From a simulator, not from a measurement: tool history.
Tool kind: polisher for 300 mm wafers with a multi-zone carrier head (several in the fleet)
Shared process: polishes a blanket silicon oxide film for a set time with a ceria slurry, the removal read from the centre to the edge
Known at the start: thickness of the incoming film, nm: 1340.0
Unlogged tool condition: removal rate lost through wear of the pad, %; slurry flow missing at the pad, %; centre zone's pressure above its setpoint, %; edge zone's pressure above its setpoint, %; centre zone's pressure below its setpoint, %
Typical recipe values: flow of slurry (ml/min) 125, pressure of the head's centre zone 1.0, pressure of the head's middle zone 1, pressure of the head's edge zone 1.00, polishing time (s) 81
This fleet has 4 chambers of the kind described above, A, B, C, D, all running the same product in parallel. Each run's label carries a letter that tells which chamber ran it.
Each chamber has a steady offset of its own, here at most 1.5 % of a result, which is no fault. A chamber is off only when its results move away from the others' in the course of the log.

| run | hour | flow of slurry (ml/min) | pressure of the head's centre zone | pressure of the head's middle zone | pressure of the head's edge zone | polishing time (s) | wafers polished on this pad | hours since the slurry nozzle was cleaned | hours since the centre zone pressure was calibrated | hours since the edge zone pressure was calibrated | film removed at the wafer's centre (angstrom) | film removed at mid-radius (angstrom) | film removed at the wafer's edge (angstrom) |
|---|---|---|---|---|---|---|---|---|---|---|---|---|---|
| 1D | 5.1 | 125 | 1.0 | 1 | 1.00 | 81 | 240 | 80.6 | 384.1 | 928.7 | 2464.3 | 2500.4 | 2484.1 |
| 2C | 8.7 | 125 | 1.0 | 1 | 1.00 | 81 | 212 | 183.8 | 1083.0 | 713.4 | 2506.5 | 2482.8 | 2503.9 |
| 3B | 11.7 | 125 | 1.0 | 1 | 1.00 | 81 | 1253 | 52.1 | 455.5 | 281.7 | 2500.3 | 2508.6 | 2501.5 |
| 4A | 16.9 | 125 | 1.0 | 1 | 1.00 | 81 | 602 | 195.4 | 676.7 | 204.2 | 2519.1 | 2484.0 | 2499.0 |
| 5A | 21.8 | 125 | 1.0 | 1 | 1.00 | 81 | 633 | 200.3 | 681.6 | 209.1 | 2503.8 | 2485.3 | 2484.5 |
|  | 23.2 | chamber A: worn pad replaced by a new one |
| 6D | 27.2 | 125 | 1.0 | 1 | 1.00 | 81 | 378 | 102.7 | 406.2 | 950.8 | 2438.5 | 2418.1 | 2499.4 |
| 7C | 31.0 | 125 | 1.0 | 1 | 1.00 | 81 | 351 | 206.1 | 1105.3 | 735.7 | 2454.4 | 2470.1 | 2477.8 |
| 8B | 33.5 | 125 | 1.0 | 1 | 1.00 | 81 | 1389 | 73.9 | 477.3 | 303.5 | 2533.2 | 2506.0 | 2447.1 |
| 9B | 38.4 | 125 | 1.0 | 1 | 1.00 | 81 | 1420 | 78.8 | 482.2 | 308.4 | 2480.3 | 2535.0 | 2446.8 |
| 10A | 41.8 | 125 | 1.0 | 1 | 1.00 | 81 | 116 | 220.3 | 701.6 | 229.1 | 2482.2 | 2467.1 | 2502.4 |
| 11D | 46.5 | 125 | 1.0 | 1 | 1.00 | 81 | 499 | 122.0 | 425.5 | 970.1 | 2398.6 | 2466.2 | 2515.5 |
| 12C | 50.8 | 125 | 1.0 | 1 | 1.00 | 81 | 475 | 225.9 | 1125.1 | 755.5 | 2479.0 | 2479.5 | 2498.7 |
|  | 54.0 | chamber B: worn pad replaced by a new one |
| 13B | 56.2 | 125 | 1.0 | 1 | 1.00 | 56 | 13 | 96.6 | 500.0 | 326.2 | 1725.7 | 1699.8 | 1665.0 |
| 14A | 60.3 | 125 | 1.0 | 1 | 1.00 | 56 | 231 | 238.8 | 720.1 | 247.6 | 1712.0 | 1722.8 | 1715.6 |
|  | 63.7 | chamber D: worn pad replaced by a new one |
| 15C | 63.9 | 125 | 1.0 | 1 | 1.00 | 56 | 557 | 239.0 | 1138.2 | 768.6 | 1686.6 | 1749.9 | 1700.1 |
|  | 65.7 | chamber C: centre zone pressure recalibrated |
|  | 66.4 | chamber D: edge zone pressure recalibrated |
| 16D | 68.2 | 125 | 1.0 | 1 | 1.00 | 56 | 28 | 143.7 | 447.2 | 1.9 | 1668.2 | 1726.3 | 1729.0 |
| 17A | 72.2 | 125 | 1.0 | 1 | 1.00 | 81 | 306 | 250.7 | 732.0 | 259.5 | 2502.1 | 2493.3 | 2450.2 |
| 18C | 75.5 | 125 | 1.0 | 1 | 1.04 | 61 | 629 | 250.6 | 9.8 | 780.2 | 1686.1 | 1856.5 | 1908.4 |
|  | 76.4 | chamber A: slurry nozzle cleaned |
| 19D | 79.7 | 125 | 1.0 | 1 | 1.04 | 61 | 100 | 155.2 | 458.7 | 13.4 | 1857.1 | 1866.6 | 1903.3 |
| 20B | 82.1 | 125 | 1.0 | 1 | 1.04 | 61 | 175 | 122.5 | 525.9 | 352.1 | 1875.9 | 1892.4 | 1893.2 |
|  | 85.3 | chamber C: edge zone pressure recalibrated |
| 21A | 85.8 | 125 | 1.0 | 1 | 1.04 | 61 | 390 | 9.4 | 745.6 | 273.1 | 1862.2 | 1866.5 | 1935.6 |
| 22D | 90.1 | 125 | 0.9 | 1 | 1.00 | 89 | 165 | 165.6 | 469.1 | 23.8 | 2425.4 | 2691.9 | 2749.7 |
|  | 95.2 | chamber C: worn pad replaced by a new one |
| 23C | 95.5 | 125 | 0.9 | 1 | 1.00 | 89 | 2 | 270.6 | 29.8 | 10.2 | 2231.7 | 2797.8 | 2709.8 |
| 24B | 100.9 | 125 | 0.9 | 1 | 1.00 | 89 | 292 | 141.3 | 544.7 | 370.9 | 2448.7 | 2795.0 | 2723.8 |
| 25C | 106.1 | 125 | 0.9 | 1 | 1.00 | 89 | 68 | 281.2 | 40.4 | 20.8 | 2230.0 | 2678.1 | 2709.3 |
| 26D | 111.3 | 125 | 1.0 | 1 | 1.00 | 81 | 297 | 186.8 | 490.3 | 45.0 | 2423.0 | 2447.4 | 2485.0 |
| 27B | 113.8 | 125 | 1.0 | 1 | 1.00 | 81 | 373 | 154.2 | 557.6 | 383.8 | 2534.4 | 2462.4 | 2468.4 |
| 28A | 118.8 | 125 | 1.0 | 1 | 1.00 | 81 | 596 | 42.4 | 778.6 | 306.1 | 2515.0 | 2478.1 | 2458.7 |
| 29A | 124.1 | 125 | 1.0 | 1 | 1.00 | 81 | 629 | 47.7 | 783.9 | 311.4 | 2484.8 | 2480.8 | 2467.6 |
| 30C | 128.8 | 125 | 1.0 | 1 | 1.00 | 81 | 210 | 303.9 | 63.1 | 43.5 | 2279.2 | 2487.5 | 2430.4 |
| 31D | 131.4 | 125 | 1.0 | 1 | 1.00 | 81 | 422 | 206.9 | 510.4 | 65.1 | 2465.4 | 2538.9 | 2470.1 |
|  | 131.6 | chamber A: worn pad replaced by a new one |
| 32B | 135.6 | 125 | 1.0 | 1 | 1.00 | 81 | 508 | 176.0 | 579.4 | 405.6 | 2564.0 | 2518.0 | 2466.6 |
| 33A | 138.9 | 125 | 1.0 | 1 | 1.00 | 81 | 45 | 62.5 | 798.7 | 326.2 | 2519.0 | 2495.7 | 2522.9 |
| 34C | 142.0 | 125 | 1.0 | 1 | 1.00 | 81 | 292 | 317.1 | 76.3 | 56.7 | 2278.6 | 2480.0 | 2437.4 |

Is one chamber off against the others, does the gauge drift, or is nothing wrong? If a chamber is off, say which, and what the likeliest cause is.

Chamber C came out of a service off from its peers and stayed that way.
Likeliest cause: centre zone's pressure below its setpoint, % = 7.22.

Which of the 4 candidates below, each the usual settings with something changed and its results left as question marks, puts chamber C back in line with what the other chambers give on the usual settings?
In line here means within this much of the mean the other chambers give on the usual settings: film removed at the wafer's centre (angstrom) 95.0; film removed at mid-radius (angstrom) 110.0; film removed at the wafer's edge (angstrom) 85.0
| 35C-1 | 145.9 | 130 | 1.06 | 0.98 | 0.98 | 82 |  |  |  |  | ? | ? | ? |
| 35C-2 | 145.9 | 115 | 0.87 | 1.03 | 1.04 | 80 |  |  |  |  | ? | ? | ? |
| 35C-3 | 145.9 | 135 | 1.15 | 0.97 | 0.95 | 82 |  |  |  |  | ? | ? | ? |
| 35C-4 | 145.9 | 120 | 0.94 | 1.02 | 1.02 | 80 |  |  |  |  | ? | ? | ? |

What the other chambers average on the usual settings: film removed at the wafer's centre (angstrom) 2491.0; film removed at mid-radius (angstrom) 2487.7; film removed at the wafer's edge (angstrom) 2481.6
| run | film removed at the wafer's centre (angstrom) | film removed at mid-radius (angstrom) | film removed at the wafer's edge (angstrom) |
|---|---|---|---|
| 35C-1 | 2496.5 | 2491.5 | 2493.3 |
| 35C-2 | 1887.8 | 2476.3 | 2459.3 |
| 35C-3 | 2757.7 | 2487.2 | 2467.7 |
| 35C-4 | 2085.4 | 2478.5 | 2451.6 |
35C-1 brings the chamber back in line.

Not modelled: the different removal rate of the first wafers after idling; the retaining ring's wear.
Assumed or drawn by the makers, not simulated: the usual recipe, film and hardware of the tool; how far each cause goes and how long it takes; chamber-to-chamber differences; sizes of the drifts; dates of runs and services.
